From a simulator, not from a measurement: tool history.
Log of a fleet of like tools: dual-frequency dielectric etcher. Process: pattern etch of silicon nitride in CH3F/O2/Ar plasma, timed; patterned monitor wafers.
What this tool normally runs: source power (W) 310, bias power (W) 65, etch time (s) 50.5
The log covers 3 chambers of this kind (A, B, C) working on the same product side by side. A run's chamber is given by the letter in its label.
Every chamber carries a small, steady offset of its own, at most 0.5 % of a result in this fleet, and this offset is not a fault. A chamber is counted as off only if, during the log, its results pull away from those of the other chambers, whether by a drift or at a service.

run	hour	source power (W)	bias power (W)	etch time (s)	read-back reference wafer on the same gauge, depth_nm	mean etch depth across the wafer (nm)
1C	11.9	310	65	50.5	28.709	30.999
# hour 20.9: chamber A: wet clean of the chamber
2B	22.8	310	65	50.5	28.719	31.055
# hour 31.5: chamber B: bias power generator calibrated
3A	32.9	310	65	50.5	28.73	30.881
4C	41.1	310	65	50.5	28.724	31.064
5A	54.4	310	65	50.5	28.736	30.897
6B	66.4	310	65	50.5	28.753	31.035
7B	76.9	310	65	50.5	28.754	31.168
8A	88.9	310	65	50.5	28.77	31.026
9C	101.4	310	65	50.5	28.779	31.167
10B	110	310	65	50.5	28.77	31.023
11C	123.1	310	65	50.5	28.793	31.034
12A	134.5	310	65	50.5	28.805	31.018
13B	142.9	310	65	50.5	28.809	31.177
14C	155.7	310	65	50.5	28.814	31.164
15A	164	310	65	55.5	28.811	34.142
16B	173.9	310	65	55.5	28.825	34.169
17A	180.1	310	65	55.5	28.837	34.148
18C	190.7	310	65	50.5	28.835	31.188
19B	196.6	310	65	50.5	28.846	31.122
20A	203.3	310	65	50.5	28.853	30.981
21C	211.9	310	65	50.5	28.859	31.338
22B	218.2	310	65	50.5	28.858	31.18
23C	229	310	65	50.5	28.868	31.152
24A	236.9	310	65	50.5	28.874	30.996
25B	245.8	310	65	50.5	28.882	31.102
26A	256.1	310	65	50.5	28.893	31.073

Predict what each chamber gives when all 3 of them run the settings below next.
27A	265.7	310	65	42		?
27B	265.7	310	65	42		?
27C	265.7	310	65	42		?

run	mean etch depth across the wafer (nm)
27A	25.917
27B	25.95
27C	25.96
